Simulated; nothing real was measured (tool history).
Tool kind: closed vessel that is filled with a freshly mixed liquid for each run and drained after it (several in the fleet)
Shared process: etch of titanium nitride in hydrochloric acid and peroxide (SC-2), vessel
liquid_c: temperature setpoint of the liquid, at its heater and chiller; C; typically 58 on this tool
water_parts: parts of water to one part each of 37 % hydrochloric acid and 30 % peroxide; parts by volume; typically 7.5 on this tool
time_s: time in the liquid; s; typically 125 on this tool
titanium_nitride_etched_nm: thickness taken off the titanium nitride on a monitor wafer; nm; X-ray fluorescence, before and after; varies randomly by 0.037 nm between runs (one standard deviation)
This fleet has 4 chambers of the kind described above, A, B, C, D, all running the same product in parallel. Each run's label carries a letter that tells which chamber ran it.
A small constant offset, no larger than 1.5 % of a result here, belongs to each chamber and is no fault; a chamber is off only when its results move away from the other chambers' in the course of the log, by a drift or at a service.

run	day	liquid_c	water_parts	time_s	hours since the thermometer was replaced	hours since the chemicals flow meter was replaced	hours since the drum of peroxide was connected	read-back film thickness of the titanium nitride reference wafer, read on the same gauge (nm)	titanium_nitride_etched_nm
1D	0.254	58	7.5	125	284.9	360.9	622.1	49.984	6.2613
2B	0.521	58	7.5	125	926.2	526.9	314.6	50.012	6.2884
3A	0.771	58	7.5	125	610.5	1794.8	105.8	50.028	6.2764
# day 1.121: chamber B: new drum of peroxide connected
4C	1.158	58	7.5	125	447.2	284.4	80.2	50.024	6.4077
5B	1.346	58	7.5	125	946	546.7	5.4	50.035	6.3223
6C	1.667	58	4.5	125	459.4	296.6	92.4	49.973	9.3497
7A	1.917	58	4.5	125	638	1822.3	133.3	50.002	9.0819
8D	2.258	58	4.5	125	333	409	670.2	49.99	9.0767
# day 2.317: chamber A: thermometer replaced
9D	2.575	58	4.5	125	340.6	416.6	677.8	50.017	9.1446
10B	2.946	58	7.5	125	984.4	585.1	43.8	49.996	6.2893
11C	3.267	58	7.5	125	497.8	335	130.8	49.978	6.3213
12A	3.496	58	7.5	125	28.4	1860.2	171.2	49.972	6.1779
13C	3.858	58	7.5	125	512	349.2	145	49.979	6.3987
14B	4.088	53.5	9	125	1011.8	612.5	71.2	49.994	4.0626
15D	4.367	53.5	9	125	383.6	459.6	720.8	50.023	4.0841
16A	4.612	53.5	9	125	55.2	1887	198	49.962	4.0242
17C	4.833	53.5	9	125	535.4	372.6	168.4	50.014	4.1613
18B	5.021	58	7.5	125	1034.2	634.9	93.6	49.993	6.2302
19D	5.425	58	6	125	409	485	746.2	49.985	7.2903
20A	5.717	58	6	125	81.7	1913.5	224.5	49.998	7.3476
21A	5.925	58	6	125	86.7	1918.5	229.5	49.958	7.5187
22B	6.196	58	6	125	1062.4	663.1	121.8	50.004	7.3815
23C	6.4	58	7.5	125	573	410.2	206	50.014	6.3635
24D	6.688	58	9	125	439.3	515.3	776.5	49.989	5.2742
25B	6.992	58	9	125	1081.5	682.2	140.9	49.992	5.4094
26D	7.233	58	9	125	452.4	528.4	789.6	50.005	5.2562
27C	7.425	58	9	125	597.6	434.8	230.6	49.991	5.4557
28A	7.804	58	7.5	125	131.8	1963.6	274.6	50.011	6.2444
29A	8.029	58	7.5	125	137.2	1969	280	50.059	6.3128
30B	8.221	58	7.5	125	1111	711.7	170.4	50.006	6.2659
31C	8.5	58	7.5	125	623.4	460.6	256.4	49.945	6.368
32D	8.854	58	7.5	125	491.3	567.3	828.5	49.958	6.1073
33B	9.079	58	7.5	125	1131.6	732.3	191	50.031	6.3293
34A	9.371	58	7.5	125	169.4	2001.2	312.2	49.996	6.2936
35D	9.75	58	7.5	125	512.8	588.8	850	50.01	5.969

One chamber off, gauge drift, or nothing amiss beyond the chambers' own small offsets? If it is a chamber, which one, and what is the likeliest cause?

One chamber, D, drifts off from the rest bit by bit.
Likeliest cause: chemicals flow below the setpoint (%) = 6.61.
From this log alone, it may not be told apart from: liquid colder than its thermometer reads (K); peroxide weaker than its label (%).

Which of the 4 candidates below, each the usual settings with something changed and its results left as question marks, puts chamber D back in line with what the other chambers give on the usual settings?
Maximum distance from the other chambers' mean on the usual settings for a result to count as in line: titanium_nitride_etched_nm 0.13 nm
36D-1	10.042	59	7.5	125					?
36D-2	10.042	58	7.5	110					?
36D-3	10.042	57	7.5	125					?
36D-4	10.042	59	7	125					?

The other chambers' mean on the usual settings: titanium_nitride_etched_nm 6.309 nm
run	titanium_nitride_etched_nm
36D-1	6.3398
36D-2	5.2335
36D-3	5.5767
36D-4	6.695
Change 36D-1 lands the chamber within the allowed miss of the other chambers.
